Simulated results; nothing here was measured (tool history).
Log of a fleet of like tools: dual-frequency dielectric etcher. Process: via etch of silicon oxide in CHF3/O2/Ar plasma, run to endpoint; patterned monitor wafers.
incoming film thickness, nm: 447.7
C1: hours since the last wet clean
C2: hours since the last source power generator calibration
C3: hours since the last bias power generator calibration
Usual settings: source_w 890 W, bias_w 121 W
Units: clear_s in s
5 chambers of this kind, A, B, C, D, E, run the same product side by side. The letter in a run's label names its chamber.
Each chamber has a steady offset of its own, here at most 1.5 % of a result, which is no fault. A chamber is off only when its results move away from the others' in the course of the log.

{"run": "1C", "hour": 9.1, "source_w": 890, "bias_w": 121, "C1": 154.2, "C2": 2874.7, "C3": 2609.4, "clear_s": 217.86}
{"run": "2E", "hour": 14.0, "source_w": 890, "bias_w": 121, "C1": 128.5, "C2": 1125.3, "C3": 1684.4, "clear_s": 222.23}
{"run": "3A", "hour": 21.7, "source_w": 890, "bias_w": 121, "C1": 146.4, "C2": 2316.8, "C3": 2093.1, "clear_s": 220.02}
{"run": "4B", "hour": 28.1, "source_w": 890, "bias_w": 121, "C1": 534.9, "C2": 3270.7, "C3": 1168.4, "clear_s": 222.94}
{"run": "5D", "hour": 35.4, "source_w": 1050, "bias_w": 131, "C1": 90.9, "C2": 2685.6, "C3": 3226.3, "clear_s": 200.0}
{"run": "6B", "hour": 42.3, "source_w": 1050, "bias_w": 131, "C1": 549.1, "C2": 3284.9, "C3": 1182.6, "clear_s": 204.6}
{"run": "7C", "hour": 48.1, "source_w": 1050, "bias_w": 131, "C1": 193.2, "C2": 2913.7, "C3": 2648.4, "clear_s": 199.33}
{"run": "8D", "hour": 52.9, "source_w": 1050, "bias_w": 131, "C1": 108.4, "C2": 2703.1, "C3": 3243.8, "clear_s": 201.93}
{"run": "9A", "hour": 60.3, "source_w": 1050, "bias_w": 131, "C1": 185.0, "C2": 2355.4, "C3": 2131.7, "clear_s": 201.23}
{"run": "10E", "hour": 66.5, "source_w": 890, "bias_w": 121, "C1": 181.0, "C2": 1177.8, "C3": 1736.9, "clear_s": 222.04}
{"run": "11B", "hour": 73.6, "source_w": 890, "bias_w": 121, "C1": 580.4, "C2": 3316.2, "C3": 1213.9, "clear_s": 227.51}
{"run": "12A", "hour": 80.0, "source_w": 890, "bias_w": 121, "C1": 204.7, "C2": 2375.1, "C3": 2151.4, "clear_s": 224.1}
{"run": "13D", "hour": 89.2, "source_w": 810, "bias_w": 104, "C1": 144.7, "C2": 2739.4, "C3": 3280.1, "clear_s": 236.9}
{"run": "14C", "hour": 94.2, "source_w": 810, "bias_w": 104, "C1": 239.3, "C2": 2959.8, "C3": 2694.5, "clear_s": 239.51}
{"run": "15E", "hour": 98.8, "source_w": 810, "bias_w": 104, "C1": 213.3, "C2": 1210.1, "C3": 1769.2, "clear_s": 240.68}
{"run": "16C", "hour": 105.8, "source_w": 810, "bias_w": 104, "C1": 250.9, "C2": 2971.4, "C3": 2706.1, "clear_s": 237.76}
{"run": "17D", "hour": 112.7, "source_w": 810, "bias_w": 104, "C1": 168.2, "C2": 2762.9, "C3": 3303.6, "clear_s": 239.1}
{"run": "18A", "hour": 117.5, "source_w": 970, "bias_w": 108, "C1": 242.2, "C2": 2412.6, "C3": 2188.9, "clear_s": 221.47}
{"run": "19E", "hour": 124.0, "source_w": 970, "bias_w": 108, "C1": 238.5, "C2": 1235.3, "C3": 1794.4, "clear_s": 220.62}
{"run": "20B", "hour": 128.2, "source_w": 970, "bias_w": 108, "C1": 635.0, "C2": 3370.8, "C3": 1268.5, "clear_s": 223.12}
{"hour": 130.3, "done": "chamber B: wet clean of the chamber"}
{"run": "21E", "hour": 137.5, "source_w": 970, "bias_w": 108, "C1": 252.0, "C2": 1248.8, "C3": 1807.9, "clear_s": 223.02}
{"run": "22D", "hour": 144.0, "source_w": 970, "bias_w": 108, "C1": 199.5, "C2": 2794.2, "C3": 3334.9, "clear_s": 216.79}
{"run": "23A", "hour": 151.2, "source_w": 1030, "bias_w": 147, "C1": 275.9, "C2": 2446.3, "C3": 2222.6, "clear_s": 196.34}
{"run": "24C", "hour": 160.4, "source_w": 1030, "bias_w": 147, "C1": 305.5, "C2": 3026.0, "C3": 2760.7, "clear_s": 194.64}
{"run": "25B", "hour": 166.8, "source_w": 1030, "bias_w": 147, "C1": 36.5, "C2": 3409.4, "C3": 1307.1, "clear_s": 199.93}
{"run": "26E", "hour": 172.0, "source_w": 1030, "bias_w": 147, "C1": 286.5, "C2": 1283.3, "C3": 1842.4, "clear_s": 197.45}
{"run": "27B", "hour": 180.6, "source_w": 1030, "bias_w": 147, "C1": 50.3, "C2": 3423.2, "C3": 1320.9, "clear_s": 198.34}
{"run": "28A", "hour": 189.2, "source_w": 890, "bias_w": 121, "C1": 313.9, "C2": 2484.3, "C3": 2260.6, "clear_s": 222.04}
{"run": "29C", "hour": 193.8, "source_w": 890, "bias_w": 121, "C1": 338.9, "C2": 3059.4, "C3": 2794.1, "clear_s": 218.67}
{"run": "30D", "hour": 202.4, "source_w": 890, "bias_w": 121, "C1": 257.9, "C2": 2852.6, "C3": 3393.3, "clear_s": 219.53}
{"run": "31D", "hour": 211.7, "source_w": 890, "bias_w": 121, "C1": 267.2, "C2": 2861.9, "C3": 3402.6, "clear_s": 216.68}
{"run": "32C", "hour": 218.5, "source_w": 890, "bias_w": 121, "C1": 363.6, "C2": 3084.1, "C3": 2818.8, "clear_s": 218.54}
{"run": "33B", "hour": 222.9, "source_w": 890, "bias_w": 121, "C1": 92.6, "C2": 3465.5, "C3": 1363.2, "clear_s": 221.27}
{"run": "34E", "hour": 228.1, "source_w": 890, "bias_w": 121, "C1": 342.6, "C2": 1339.4, "C3": 1898.5, "clear_s": 220.28}
{"run": "35A", "hour": 237.8, "source_w": 890, "bias_w": 121, "C1": 362.5, "C2": 2532.9, "C3": 2309.2, "clear_s": 219.55}
{"run": "36D", "hour": 243.7, "source_w": 890, "bias_w": 121, "C1": 299.2, "C2": 2893.9, "C3": 3434.6, "clear_s": 216.69}
{"run": "37C", "hour": 249.1, "source_w": 890, "bias_w": 102, "C1": 394.2, "C2": 3114.7, "C3": 2849.4, "clear_s": 229.46}
{"run": "38B", "hour": 257.7, "source_w": 890, "bias_w": 102, "C1": 127.4, "C2": 3500.3, "C3": 1398.0, "clear_s": 234.35}
{"run": "39A", "hour": 265.8, "source_w": 890, "bias_w": 102, "C1": 390.5, "C2": 2560.9, "C3": 2337.2, "clear_s": 230.9}
{"run": "40E", "hour": 271.2, "source_w": 890, "bias_w": 102, "C1": 385.7, "C2": 1382.5, "C3": 1941.6, "clear_s": 234.68}
{"run": "41C", "hour": 276.7, "source_w": 890, "bias_w": 102, "C1": 421.8, "C2": 3142.3, "C3": 2877.0, "clear_s": 230.74}
{"run": "42D", "hour": 284.4, "source_w": 890, "bias_w": 121, "C1": 339.9, "C2": 2934.6, "C3": 3475.3, "clear_s": 214.9}
{"run": "43E", "hour": 292.3, "source_w": 890, "bias_w": 121, "C1": 406.8, "C2": 1403.6, "C3": 1962.7, "clear_s": 221.29}
{"run": "44A", "hour": 296.7, "source_w": 890, "bias_w": 121, "C1": 421.4, "C2": 2591.8, "C3": 2368.1, "clear_s": 221.27}

What goes on in this fleet: one chamber off, a drifting gauge, or nothing beyond the chambers' own small offsets? Name the chamber and the cause, if any.

No chamber stands off beyond its own small offset, and the gauge holds steady.
